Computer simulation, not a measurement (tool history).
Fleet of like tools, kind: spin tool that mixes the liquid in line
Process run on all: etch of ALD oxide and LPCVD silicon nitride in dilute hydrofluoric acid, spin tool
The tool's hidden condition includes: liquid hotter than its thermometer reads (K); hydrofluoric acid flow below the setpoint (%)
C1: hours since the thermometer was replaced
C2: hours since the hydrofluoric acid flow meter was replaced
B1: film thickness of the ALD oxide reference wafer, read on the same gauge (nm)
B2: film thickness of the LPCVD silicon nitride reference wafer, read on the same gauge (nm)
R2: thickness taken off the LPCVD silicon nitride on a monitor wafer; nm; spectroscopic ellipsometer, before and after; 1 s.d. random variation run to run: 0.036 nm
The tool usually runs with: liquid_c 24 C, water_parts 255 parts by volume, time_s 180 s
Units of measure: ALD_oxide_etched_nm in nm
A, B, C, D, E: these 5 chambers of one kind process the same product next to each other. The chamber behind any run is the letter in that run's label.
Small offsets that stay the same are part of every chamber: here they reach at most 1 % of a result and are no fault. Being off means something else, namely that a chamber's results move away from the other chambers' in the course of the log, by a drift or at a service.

At day 0.238: chamber B: thermometer replaced.
Run 1B, day 0.45: usual settings; C1 5.2; C2 727.4; B1 49.985; B2 60.016. Result: ALD_oxide_etched_nm 5.8885 nm, R2 0.32601 nm.
Run 2D, day 0.875: usual settings; C1 2369.4; C2 173.2; B1 50.004; B2 60.008. Result: ALD_oxide_etched_nm 5.8537 nm, R2 0.29604 nm.
At day 0.933: chamber C: thermometer replaced.
Run 3E, day 1.254: usual settings; C1 1386.5; C2 489.2; B1 49.985; B2 59.985. Result: ALD_oxide_etched_nm 5.814 nm, R2 0.37386 nm.
Run 4A, day 1.721: usual settings; C1 183.5; C2 522.5; B1 49.996; B2 59.998. Result: ALD_oxide_etched_nm 5.8218 nm, R2 0.39284 nm.
Run 5C, day 2.204: usual settings; C1 30.6; C2 1190.1; B1 50.01; B2 59.976. Result: ALD_oxide_etched_nm 5.8196 nm, R2 0.3658 nm.
Run 6D, day 2.608: usual settings; C1 2411; C2 214.8; B1 50.006; B2 59.996. Result: ALD_oxide_etched_nm 5.8656 nm, R2 0.34486 nm.
Run 7C, day 2.862: usual settings; C1 46.4; C2 1205.9; B1 50.007; B2 59.993. Result: ALD_oxide_etched_nm 5.8366 nm, R2 0.37401 nm.
Run 8B, day 3.129: usual settings; C1 69.5; C2 791.7; B1 50.019; B2 60.016. Result: ALD_oxide_etched_nm 5.8708 nm, R2 0.29735 nm.
Run 9A, day 3.642: usual settings; C1 229.6; C2 568.6; B1 49.999; B2 60.003. Result: ALD_oxide_etched_nm 5.8344 nm, R2 0.34924 nm.
Run 10E, day 4.062: usual settings but water_parts 375 parts by volume; C1 1453.9; C2 556.6; B1 50; B2 59.982. Result: ALD_oxide_etched_nm 3.4821 nm, R2 0.21057 nm.
Run 11D, day 4.6: usual settings but water_parts 375 parts by volume; C1 2458.8; C2 262.6; B1 49.983; B2 60. Result: ALD_oxide_etched_nm 3.5441 nm, R2 0.28182 nm.
Run 12A, day 4.946: usual settings but water_parts 375 parts by volume; C1 260.9; C2 599.9; B1 50.007; B2 59.989. Result: ALD_oxide_etched_nm 3.5097 nm, R2 0.20673 nm.
Run 13E, day 5.254: usual settings but water_parts 375 parts by volume; C1 1482.5; C2 585.2; B1 50.005; B2 59.997. Result: ALD_oxide_etched_nm 3.4835 nm, R2 0.25245 nm.
Run 14C, day 5.65: usual settings but water_parts 375 parts by volume; C1 113.3; C2 1272.8; B1 50.009; B2 59.972. Result: ALD_oxide_etched_nm 3.5009 nm, R2 0.25861 nm.
Run 15B, day 6.05: usual settings; C1 139.6; C2 861.8; B1 49.98; B2 59.968. Result: ALD_oxide_etched_nm 5.8278 nm, R2 0.35405 nm.
Run 16C, day 6.4: usual settings; C1 131.3; C2 1290.8; B1 50.006; B2 60.015. Result: ALD_oxide_etched_nm 5.8222 nm, R2 0.36203 nm.
Run 17A, day 6.746: usual settings; C1 304.1; C2 643.1; B1 49.992; B2 59.979. Result: ALD_oxide_etched_nm 5.7613 nm, R2 0.38763 nm.
Run 18E, day 7.188: usual settings; C1 1528.9; C2 631.6; B1 49.987; B2 60.001. Result: ALD_oxide_etched_nm 5.7019 nm, R2 0.35547 nm.
Run 19B, day 7.654: usual settings; C1 178.1; C2 900.3; B1 49.994; B2 60.006. Result: ALD_oxide_etched_nm 5.8356 nm, R2 0.29604 nm.
Run 20D, day 7.9: usual settings; C1 2538; C2 341.8; B1 50.004; B2 59.994. Result: ALD_oxide_etched_nm 5.9103 nm, R2 0.43236 nm.
Run 21B, day 8.425: usual settings; C1 196.6; C2 918.8; B1 49.981; B2 60.006. Result: ALD_oxide_etched_nm 5.8758 nm, R2 0.36145 nm.
Run 22A, day 8.733: usual settings; C1 351.8; C2 690.8; B1 49.997; B2 60.005. Result: ALD_oxide_etched_nm 5.8 nm, R2 0.31949 nm.
Run 23C, day 9.254: usual settings; C1 199.8; C2 1359.3; B1 50.005; B2 59.993. Result: ALD_oxide_etched_nm 5.8324 nm, R2 0.37795 nm.
Run 24D, day 9.533: usual settings; C1 2577.2; C2 381; B1 50.008; B2 60.011. Result: ALD_oxide_etched_nm 5.8803 nm, R2 0.43941 nm.
Run 25E, day 9.95: usual settings; C1 1595.2; C2 697.9; B1 50.004; B2 60.009. Result: ALD_oxide_etched_nm 5.5745 nm, R2 0.38358 nm.
Run 26B, day 10.275: usual settings; C1 241; C2 963.2; B1 50.015; B2 60.016. Result: ALD_oxide_etched_nm 5.8149 nm, R2 0.31878 nm.
Run 27D, day 10.625: usual settings but liquid_c 21.5 C, time_s 265 s; C1 2603.4; C2 407.2; B1 49.993; B2 59.989. Result: ALD_oxide_etched_nm 7.9582 nm, R2 0.41339 nm.
Run 28C, day 11.167: usual settings but liquid_c 21.5 C, time_s 265 s; C1 245.7; C2 1405.2; B1 50.003; B2 59.993. Result: ALD_oxide_etched_nm 7.8404 nm, R2 0.38637 nm.
Run 29A, day 11.567: usual settings but liquid_c 21.5 C, time_s 265 s; C1 419.8; C2 758.8; B1 49.999; B2 60.007. Result: ALD_oxide_etched_nm 7.7639 nm, R2 0.39968 nm.
Run 30E, day 11.867: usual settings but liquid_c 21.5 C, time_s 265 s; C1 1641.2; C2 743.9; B1 49.983; B2 59.98. Result: ALD_oxide_etched_nm 7.4029 nm, R2 0.43076 nm.
Run 31C, day 12.35: usual settings but liquid_c 21.5 C, time_s 265 s; C1 274.1; C2 1433.6; B1 50.027; B2 59.992. Result: ALD_oxide_etched_nm 7.8626 nm, R2 0.43759 nm.
Run 32A, day 12.888: usual settings; C1 451.5; C2 790.5; B1 50.021; B2 59.982. Result: ALD_oxide_etched_nm 5.8112 nm, R2 0.32716 nm.
Run 33E, day 13.208: usual settings; C1 1673.4; C2 776.1; B1 49.984; B2 59.987. Result: ALD_oxide_etched_nm 5.3869 nm, R2 0.33396 nm.
At day 13.504: chamber D: thermometer replaced.
Run 34D, day 13.538: usual settings; C1 0.9; C2 477.1; B1 50.002; B2 60.014. Result: ALD_oxide_etched_nm 5.8302 nm, R2 0.3701 nm.
Run 35B, day 13.988: usual settings; C1 330.1; C2 1052.3; B1 49.988; B2 59.989. Result: ALD_oxide_etched_nm 5.8199 nm, R2 0.41169 nm.

All chambers now run identical settings, listed one chamber a line with results as question marks. What results will each chamber show?
Run 36A, day 14.396: usual settings. Result: ALD_oxide_etched_nm ?, R2 ?.
Run 36B, day 14.396: usual settings. Result: ALD_oxide_etched_nm ?, R2 ?.
Run 36C, day 14.396: usual settings. Result: ALD_oxide_etched_nm ?, R2 ?.
Run 36D, day 14.396: usual settings. Result: ALD_oxide_etched_nm ?, R2 ?.
Run 36E, day 14.396: usual settings. Result: ALD_oxide_etched_nm ?, R2 ?.

run  ALD_oxide_etched_nm       R2
36A               5.7386  0.40109
36B               5.8388  0.35213
36C               5.8152   0.3569
36D               5.8466  0.40189
36E               5.4312  0.36208

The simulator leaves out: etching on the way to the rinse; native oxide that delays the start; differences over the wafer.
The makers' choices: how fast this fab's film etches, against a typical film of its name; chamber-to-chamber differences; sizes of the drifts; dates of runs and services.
